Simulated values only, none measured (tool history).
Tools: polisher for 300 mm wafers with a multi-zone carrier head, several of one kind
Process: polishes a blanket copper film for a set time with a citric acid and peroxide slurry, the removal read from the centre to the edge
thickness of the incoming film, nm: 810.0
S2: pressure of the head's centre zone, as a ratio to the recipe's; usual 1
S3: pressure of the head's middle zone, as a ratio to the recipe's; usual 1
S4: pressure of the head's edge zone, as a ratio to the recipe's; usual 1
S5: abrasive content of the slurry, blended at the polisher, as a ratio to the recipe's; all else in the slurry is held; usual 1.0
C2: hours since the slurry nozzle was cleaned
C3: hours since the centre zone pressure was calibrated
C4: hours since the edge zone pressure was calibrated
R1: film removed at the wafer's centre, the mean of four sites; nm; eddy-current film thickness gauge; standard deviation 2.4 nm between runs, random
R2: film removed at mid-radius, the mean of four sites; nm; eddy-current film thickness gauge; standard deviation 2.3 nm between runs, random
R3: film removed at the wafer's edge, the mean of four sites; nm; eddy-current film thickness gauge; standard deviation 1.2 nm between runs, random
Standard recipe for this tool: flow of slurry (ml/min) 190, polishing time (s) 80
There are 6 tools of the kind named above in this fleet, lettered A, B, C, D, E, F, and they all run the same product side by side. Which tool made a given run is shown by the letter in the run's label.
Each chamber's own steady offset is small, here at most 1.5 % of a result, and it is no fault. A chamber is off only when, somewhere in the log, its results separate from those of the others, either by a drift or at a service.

Run 1F, day 0.588: usual settings; wafers polished on this pad 102; C2 97.7; C3 741.0; C4 370.7. Result: R1 190.27 nm, R2 184.26 nm, R3 188.39 nm.
Run 2C, day 1.088: usual settings; wafers polished on this pad 595; C2 567.0; C3 1661.6; C4 888.6. Result: R1 193.82 nm, R2 187.96 nm, R3 186.23 nm.
At day 1.246: chamber C: centre zone pressure recalibrated.
At day 1.283: chamber F: centre zone pressure recalibrated.
At day 1.338: chamber D: worn pad replaced by a new one.
At day 1.546: chamber E: worn pad replaced by a new one.
Run 3E, day 1.658: usual settings; wafers polished on this pad 19; C2 182.8; C3 272.4; C4 700.5. Result: R1 188.84 nm, R2 190.76 nm, R3 186.76 nm.
Run 4D, day 2.117: usual settings; wafers polished on this pad 128; C2 280.6; C3 202.5; C4 60.7. Result: R1 191.64 nm, R2 191.75 nm, R3 187.19 nm.
At day 2.133: chamber E: edge zone pressure recalibrated.
Run 5B, day 2.533: usual settings; wafers polished on this pad 631; C2 219.7; C3 103.3; C4 286.8. Result: R1 190.08 nm, R2 189.71 nm, R3 190.44 nm.
At day 2.604: chamber B: worn pad replaced by a new one.
Run 6A, day 2.992: usual settings; wafers polished on this pad 1280; C2 783.3; C3 194.2; C4 338.2. Result: R1 187.29 nm, R2 187.21 nm, R3 190.14 nm.
At day 3.233: chamber D: slurry nozzle cleaned.
Run 7B, day 3.521: usual settings; wafers polished on this pad 151; C2 243.4; C3 127.0; C4 310.5. Result: R1 186.65 nm, R2 184.86 nm, R3 190.97 nm.
Run 8C, day 4.033: usual settings; wafers polished on this pad 1082; C2 637.7; C3 66.9; C4 959.3. Result: R1 186.23 nm, R2 186.48 nm, R3 187.86 nm.
Run 9A, day 4.500: usual settings; wafers polished on this pad 1529; C2 819.5; C3 230.4; C4 374.4. Result: R1 187.25 nm, R2 187.97 nm, R3 186.40 nm.
At day 4.579: chamber A: worn pad replaced by a new one.
Run 10F, day 4.875: usual settings; wafers polished on this pad 810; C2 200.6; C3 86.3; C4 473.6. Result: R1 187.58 nm, R2 186.91 nm, R3 187.42 nm.
At day 5.104: chamber B: edge zone pressure recalibrated.
At day 5.162: chamber D: worn pad replaced by a new one.
Run 11D, day 5.271: usual settings; wafers polished on this pad 18; C2 49.0; C3 278.2; C4 136.4. Result: R1 192.10 nm, R2 192.48 nm, R3 184.68 nm.
At day 5.462: chamber A: slurry nozzle cleaned.
Run 12E, day 5.650: usual settings; wafers polished on this pad 678; C2 278.6; C3 368.2; C4 84.4. Result: R1 188.91 nm, R2 187.95 nm, R3 186.64 nm.
At day 6.050: chamber C: edge zone pressure recalibrated.
At day 6.058: chamber C: worn pad replaced by a new one.
Run 13E, day 6.238: usual settings; wafers polished on this pad 775; C2 292.7; C3 382.3; C4 98.5. Result: R1 183.31 nm, R2 185.68 nm, R3 186.59 nm.
At day 6.446: chamber C: slurry nozzle cleaned.
At day 6.467: chamber B: worn pad replaced by a new one.
Run 14C, day 6.746: usual settings; wafers polished on this pad 113; C2 7.3; C3 132.0; C4 16.8. Result: R1 184.19 nm, R2 188.33 nm, R3 189.97 nm.
Run 15B, day 7.133: usual settings; wafers polished on this pad 110; C2 330.1; C3 213.7; C4 48.8. Result: R1 183.85 nm, R2 185.06 nm, R3 190.95 nm.
At day 7.325: chamber E: worn pad replaced by a new one.
Run 16A, day 7.412: usual settings; wafers polished on this pad 468; C2 46.9; C3 300.3; C4 444.3. Result: R1 190.85 nm, R2 189.23 nm, R3 189.74 nm.
At day 7.654: chamber F: worn pad replaced by a new one.
Run 17F, day 7.812: usual settings; wafers polished on this pad 26; C2 271.1; C3 156.8; C4 544.1. Result: R1 194.32 nm, R2 190.45 nm, R3 190.06 nm.
Run 18D, day 8.408: usual settings; wafers polished on this pad 536; C2 124.3; C3 353.5; C4 211.7. Result: R1 188.19 nm, R2 188.42 nm, R3 184.18 nm.
At day 8.512: chamber D: worn pad replaced by a new one.
Run 19C, day 8.900: usual settings but flow of slurry (ml/min) 250; wafers polished on this pad 469; C2 59.0; C3 183.7; C4 68.5. Result: R1 193.92 nm, R2 197.39 nm, R3 192.57 nm.
At day 9.329: chamber A: edge zone pressure recalibrated.
Run 20D, day 9.483: usual settings but flow of slurry (ml/min) 250; wafers polished on this pad 160; C2 150.1; C3 379.3; C4 237.5. Result: R1 199.01 nm, R2 195.93 nm, R3 189.99 nm.
Run 21A, day 9.967: usual settings but flow of slurry (ml/min) 250; wafers polished on this pad 890; C2 108.2; C3 361.6; C4 15.4. Result: R1 197.46 nm, R2 191.20 nm, R3 194.17 nm.
At day 10.300: chamber B: worn pad replaced by a new one.
Run 22F, day 10.533: usual settings but flow of slurry (ml/min) 250; wafers polished on this pad 475; C2 336.4; C3 222.1; C4 609.4. Result: R1 199.51 nm, R2 190.00 nm, R3 194.65 nm.
Run 23B, day 11.058: usual settings but flow of slurry (ml/min) 250; wafers polished on this pad 125; C2 424.3; C3 307.9; C4 143.0. Result: R1 192.97 nm, R2 193.87 nm, R3 195.63 nm.
Run 24E, day 11.642: usual settings but flow of slurry (ml/min) 250; wafers polished on this pad 713; C2 422.4; C3 512.0; C4 228.2. Result: R1 196.23 nm, R2 195.81 nm, R3 188.04 nm.
Run 25E, day 11.958: usual settings; wafers polished on this pad 765; C2 430.0; C3 519.6; C4 235.8. Result: R1 183.28 nm, R2 182.74 nm, R3 183.65 nm.
Run 26F, day 12.396: usual settings; wafers polished on this pad 783; C2 381.1; C3 266.8; C4 654.1. Result: R1 189.86 nm, R2 188.05 nm, R3 188.27 nm.
At day 12.442: chamber D: worn pad replaced by a new one.
Run 27B, day 12.912: usual settings; wafers polished on this pad 431; C2 468.8; C3 352.4; C4 187.5. Result: R1 186.26 nm, R2 188.30 nm, R3 190.31 nm.
At day 13.204: chamber A: centre zone pressure recalibrated.
At day 13.271: chamber E: worn pad replaced by a new one.
At day 13.396: chamber A: worn pad replaced by a new one.
Run 28C, day 13.446: usual settings; wafers polished on this pad 1219; C2 168.1; C3 292.8; C4 177.6. Result: R1 186.05 nm, R2 186.62 nm, R3 187.73 nm.
At day 13.554: chamber C: worn pad replaced by a new one.
Run 29D, day 13.800: usual settings; wafers polished on this pad 224; C2 253.7; C3 482.9; C4 341.1. Result: R1 195.33 nm, R2 189.51 nm, R3 185.72 nm.
Run 30A, day 14.317: usual settings but polishing time (s) 90; wafers polished on this pad 152; C2 212.6; C3 26.7; C4 119.8. Result: R1 215.46 nm, R2 211.98 nm, R3 211.94 nm.
At day 14.488: chamber B: worn pad replaced by a new one.
Run 31F, day 14.783: usual settings but polishing time (s) 90; wafers polished on this pad 1177; C2 438.4; C3 324.1; C4 711.4. Result: R1 211.91 nm, R2 209.65 nm, R3 213.56 nm.
At day 15.117: chamber D: slurry nozzle cleaned.
Run 32A, day 15.292: usual settings but polishing time (s) 90; wafers polished on this pad 313; C2 236.0; C3 50.1; C4 143.2. Result: R1 211.71 nm, R2 213.11 nm, R3 210.43 nm.
At day 15.883: chamber D: worn pad replaced by a new one.
Run 33C, day 15.888: usual settings but polishing time (s) 90; wafers polished on this pad 385; C2 226.7; C3 351.4; C4 236.2. Result: R1 212.61 nm, R2 209.59 nm, R3 211.83 nm.
Run 34D, day 16.308: usual settings but polishing time (s) 90; wafers polished on this pad 70; C2 28.6; C3 543.1; C4 401.3. Result: R1 214.68 nm, R2 212.43 nm, R3 211.05 nm.
Run 35E, day 16.704: usual settings but polishing time (s) 90; wafers polished on this pad 567; C2 543.9; C3 633.5; C4 349.7. Result: R1 207.35 nm, R2 211.64 nm, R3 209.12 nm.
At day 17.008: chamber B: centre zone pressure recalibrated.
Run 36B, day 17.312: usual settings; wafers polished on this pad 466; C2 574.4; C3 7.4; C4 293.1. Result: R1 188.02 nm, R2 184.15 nm, R3 191.67 nm.
Run 37B, day 17.883: usual settings but flow of slurry (ml/min) 150, S5 1.3; wafers polished on this pad 561; C2 588.1; C3 21.1; C4 306.8. Result: R1 188.90 nm, R2 194.17 nm, R3 195.42 nm.

Is one chamber out of step, is the gauge drifting, or do the chambers differ by no more than their own small offsets? For an off chamber, give its letter and the likeliest cause.

All chambers stay in line apart from their small fixed offsets, and the gauge does not drift.
